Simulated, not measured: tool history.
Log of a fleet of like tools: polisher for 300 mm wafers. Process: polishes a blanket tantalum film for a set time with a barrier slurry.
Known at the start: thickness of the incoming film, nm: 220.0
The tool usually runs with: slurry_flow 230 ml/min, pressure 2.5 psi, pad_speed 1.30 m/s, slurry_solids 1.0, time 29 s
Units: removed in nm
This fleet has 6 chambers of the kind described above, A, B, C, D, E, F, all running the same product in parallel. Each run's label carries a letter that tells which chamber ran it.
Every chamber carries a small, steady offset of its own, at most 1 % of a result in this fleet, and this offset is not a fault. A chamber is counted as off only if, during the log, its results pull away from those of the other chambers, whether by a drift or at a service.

{"hour": 1.4, "done": "chamber B: worn pad replaced by a new one"}
{"hour": 3.2, "done": "chamber F: head pressure recalibrated"}
{"hour": 3.6, "done": "chamber D: slurry blender recalibrated"}
{"run": "1A", "hour": 3.7, "slurry_flow": 230, "pressure": 2.5, "pad_speed": 1.3, "slurry_solids": 1.0, "time": 29, "removed": 87.784}
{"run": "2E", "hour": 6.4, "slurry_flow": 230, "pressure": 2.5, "pad_speed": 1.3, "slurry_solids": 1.0, "time": 29, "removed": 87.539}
{"run": "3F", "hour": 10.3, "slurry_flow": 230, "pressure": 2.5, "pad_speed": 1.3, "slurry_solids": 1.0, "time": 29, "removed": 88.22}
{"run": "4D", "hour": 15.9, "slurry_flow": 230, "pressure": 2.5, "pad_speed": 1.3, "slurry_solids": 1.0, "time": 29, "removed": 86.84}
{"run": "5C", "hour": 21.1, "slurry_flow": 230, "pressure": 2.5, "pad_speed": 1.3, "slurry_solids": 1.0, "time": 29, "removed": 88.213}
{"run": "6B", "hour": 25.4, "slurry_flow": 230, "pressure": 2.5, "pad_speed": 1.3, "slurry_solids": 1.0, "time": 29, "removed": 87.316}
{"hour": 28.7, "done": "chamber E: slurry blender recalibrated"}
{"run": "7E", "hour": 29.9, "slurry_flow": 230, "pressure": 2.5, "pad_speed": 1.3, "slurry_solids": 1.0, "time": 29, "removed": 87.715}
{"run": "8F", "hour": 34.5, "slurry_flow": 230, "pressure": 2.5, "pad_speed": 1.3, "slurry_solids": 1.0, "time": 29, "removed": 88.276}
{"run": "9B", "hour": 39.5, "slurry_flow": 230, "pressure": 2.5, "pad_speed": 1.54, "slurry_solids": 1.0, "time": 29, "removed": 103.31}
{"hour": 44.5, "done": "chamber B: slurry blender recalibrated"}
{"run": "10D", "hour": 45.1, "slurry_flow": 230, "pressure": 2.5, "pad_speed": 1.54, "slurry_solids": 1.0, "time": 29, "removed": 102.09}
{"hour": 47.4, "done": "chamber C: slurry blender recalibrated"}
{"hour": 47.5, "done": "chamber D: worn pad replaced by a new one"}
{"run": "11C", "hour": 49.9, "slurry_flow": 230, "pressure": 2.5, "pad_speed": 1.54, "slurry_solids": 1.0, "time": 29, "removed": 103.41}
{"run": "12A", "hour": 55.7, "slurry_flow": 230, "pressure": 2.5, "pad_speed": 1.54, "slurry_solids": 1.0, "time": 29, "removed": 102.52}
{"run": "13E", "hour": 60.0, "slurry_flow": 230, "pressure": 2.5, "pad_speed": 1.54, "slurry_solids": 1.0, "time": 29, "removed": 104.33}
{"hour": 61.6, "done": "chamber C: worn pad replaced by a new one"}
{"run": "14F", "hour": 63.4, "slurry_flow": 230, "pressure": 2.5, "pad_speed": 1.54, "slurry_solids": 1.0, "time": 29, "removed": 103.97}
{"hour": 64.3, "done": "chamber C: head pressure recalibrated"}
{"run": "15C", "hour": 69.0, "slurry_flow": 230, "pressure": 2.5, "pad_speed": 1.3, "slurry_solids": 1.0, "time": 25, "removed": 75.47}
{"run": "16A", "hour": 74.6, "slurry_flow": 230, "pressure": 2.5, "pad_speed": 1.3, "slurry_solids": 1.0, "time": 25, "removed": 75.479}
{"run": "17B", "hour": 78.5, "slurry_flow": 230, "pressure": 2.5, "pad_speed": 1.3, "slurry_solids": 1.0, "time": 25, "removed": 75.022}
{"run": "18D", "hour": 83.4, "slurry_flow": 230, "pressure": 2.5, "pad_speed": 1.3, "slurry_solids": 1.0, "time": 25, "removed": 75.163}
{"hour": 84.3, "done": "chamber B: slurry nozzle cleaned"}
{"run": "19D", "hour": 86.4, "slurry_flow": 230, "pressure": 2.5, "pad_speed": 1.3, "slurry_solids": 1.0, "time": 25, "removed": 74.974}
{"run": "20F", "hour": 89.1, "slurry_flow": 230, "pressure": 2.5, "pad_speed": 1.3, "slurry_solids": 1.0, "time": 25, "removed": 74.507}
{"run": "21C", "hour": 94.4, "slurry_flow": 230, "pressure": 2.5, "pad_speed": 1.3, "slurry_solids": 1.0, "time": 29, "removed": 87.894}
{"run": "22E", "hour": 99.7, "slurry_flow": 230, "pressure": 2.5, "pad_speed": 1.3, "slurry_solids": 1.0, "time": 29, "removed": 87.628}
{"run": "23A", "hour": 103.4, "slurry_flow": 230, "pressure": 2.5, "pad_speed": 1.3, "slurry_solids": 1.0, "time": 29, "removed": 87.005}
{"run": "24B", "hour": 106.1, "slurry_flow": 230, "pressure": 2.5, "pad_speed": 1.3, "slurry_solids": 1.0, "time": 29, "removed": 88.098}
{"hour": 110.2, "done": "chamber A: worn pad replaced by a new one"}
{"run": "25E", "hour": 110.8, "slurry_flow": 230, "pressure": 2.5, "pad_speed": 1.3, "slurry_solids": 1.0, "time": 29, "removed": 87.881}
{"hour": 116.1, "done": "chamber E: worn pad replaced by a new one"}
{"run": "26A", "hour": 116.2, "slurry_flow": 230, "pressure": 2.5, "pad_speed": 1.3, "slurry_solids": 1.0, "time": 29, "removed": 88.138}
{"run": "27B", "hour": 119.9, "slurry_flow": 270, "pressure": 2.5, "pad_speed": 1.3, "slurry_solids": 1.1, "time": 29, "removed": 92.035}
{"run": "28D", "hour": 125.7, "slurry_flow": 270, "pressure": 2.5, "pad_speed": 1.3, "slurry_solids": 1.1, "time": 29, "removed": 91.45}
{"run": "29C", "hour": 128.7, "slurry_flow": 270, "pressure": 2.5, "pad_speed": 1.3, "slurry_solids": 1.1, "time": 29, "removed": 91.073}
{"hour": 131.4, "done": "chamber B: worn pad replaced by a new one"}
{"run": "30F", "hour": 134.0, "slurry_flow": 270, "pressure": 2.5, "pad_speed": 1.3, "slurry_solids": 1.1, "time": 29, "removed": 88.828}
{"hour": 137.3, "done": "chamber D: worn pad replaced by a new one"}
{"run": "31F", "hour": 139.4, "slurry_flow": 270, "pressure": 2.5, "pad_speed": 1.3, "slurry_solids": 1.1, "time": 29, "removed": 88.551}
{"run": "32E", "hour": 142.6, "slurry_flow": 270, "pressure": 2.5, "pad_speed": 1.3, "slurry_solids": 1.1, "time": 29, "removed": 90.525}
{"hour": 146.6, "done": "chamber C: worn pad replaced by a new one"}
{"hour": 146.7, "done": "chamber E: slurry blender recalibrated"}
{"run": "33C", "hour": 148.0, "slurry_flow": 230, "pressure": 2.5, "pad_speed": 1.3, "slurry_solids": 1.0, "time": 29, "removed": 86.323}
{"run": "34D", "hour": 152.0, "slurry_flow": 230, "pressure": 2.5, "pad_speed": 1.3, "slurry_solids": 1.0, "time": 29, "removed": 87.118}
{"run": "35B", "hour": 154.6, "slurry_flow": 230, "pressure": 2.5, "pad_speed": 1.3, "slurry_solids": 1.0, "time": 29, "removed": 87.349}
{"run": "36A", "hour": 160.1, "slurry_flow": 230, "pressure": 2.5, "pad_speed": 1.3, "slurry_solids": 1.0, "time": 29, "removed": 87.006}
{"run": "37B", "hour": 165.8, "slurry_flow": 230, "pressure": 2.5, "pad_speed": 1.3, "slurry_solids": 1.0, "time": 29, "removed": 87.897}
{"run": "38C", "hour": 168.7, "slurry_flow": 265, "pressure": 2.5, "pad_speed": 1.3, "slurry_solids": 1.0, "time": 20, "removed": 60.839}
{"run": "39A", "hour": 172.7, "slurry_flow": 265, "pressure": 2.5, "pad_speed": 1.3, "slurry_solids": 1.0, "time": 20, "removed": 60.382}
{"run": "40D", "hour": 177.1, "slurry_flow": 265, "pressure": 2.5, "pad_speed": 1.3, "slurry_solids": 1.0, "time": 20, "removed": 61.118}
{"run": "41E", "hour": 182.1, "slurry_flow": 265, "pressure": 2.5, "pad_speed": 1.3, "slurry_solids": 1.0, "time": 20, "removed": 60.575}

Which is it: a chamber that has drifted or been left off by a service, a gauge drift common to all chambers, or only each chamber's usual small offset? If a chamber is off, name it and its likeliest cause.

Little by little, chamber F moves away from the other chambers.
Most likely cause: removal rate lost through wear of the pad, % = 6.02.
It could be hard to tell apart here from: slurry flow missing at the pad, %; head's pressure below its setpoint, %; abrasive missing from the slurry, %.

Below are 4 candidate recipes for chamber F's next run, each the usual settings with a change, their results shown as question marks. Which of them brings F's results back in line with what the other chambers give on the usual settings?
Allowed miss from the other chambers' usual-settings mean, per result, to count as in line: removed 1.900 nm
{"run": "42F-1", "hour": 186.3, "slurry_flow": 230, "pressure": 2.6, "pad_speed": 1.36, "slurry_solids": 1.0, "time": 30, "removed": "?"}
{"run": "42F-2", "hour": 186.3, "slurry_flow": 230, "pressure": 2.4, "pad_speed": 1.3, "slurry_solids": 1.0, "time": 27, "removed": "?"}
{"run": "42F-3", "hour": 186.3, "slurry_flow": 230, "pressure": 2.5, "pad_speed": 1.32, "slurry_solids": 1.0, "time": 30, "removed": "?"}
{"run": "42F-4", "hour": 186.3, "slurry_flow": 230, "pressure": 2.4, "pad_speed": 1.28, "slurry_solids": 1.0, "time": 29, "removed": "?"}

The mean the other chambers reach with the usual settings: removed 87.289 nm
run=42F-1 removed=92.850
run=42F-2 removed=73.872
run=42F-3 removed=86.741
run=42F-4 removed=78.141
42F-3 brings the chamber back in line.
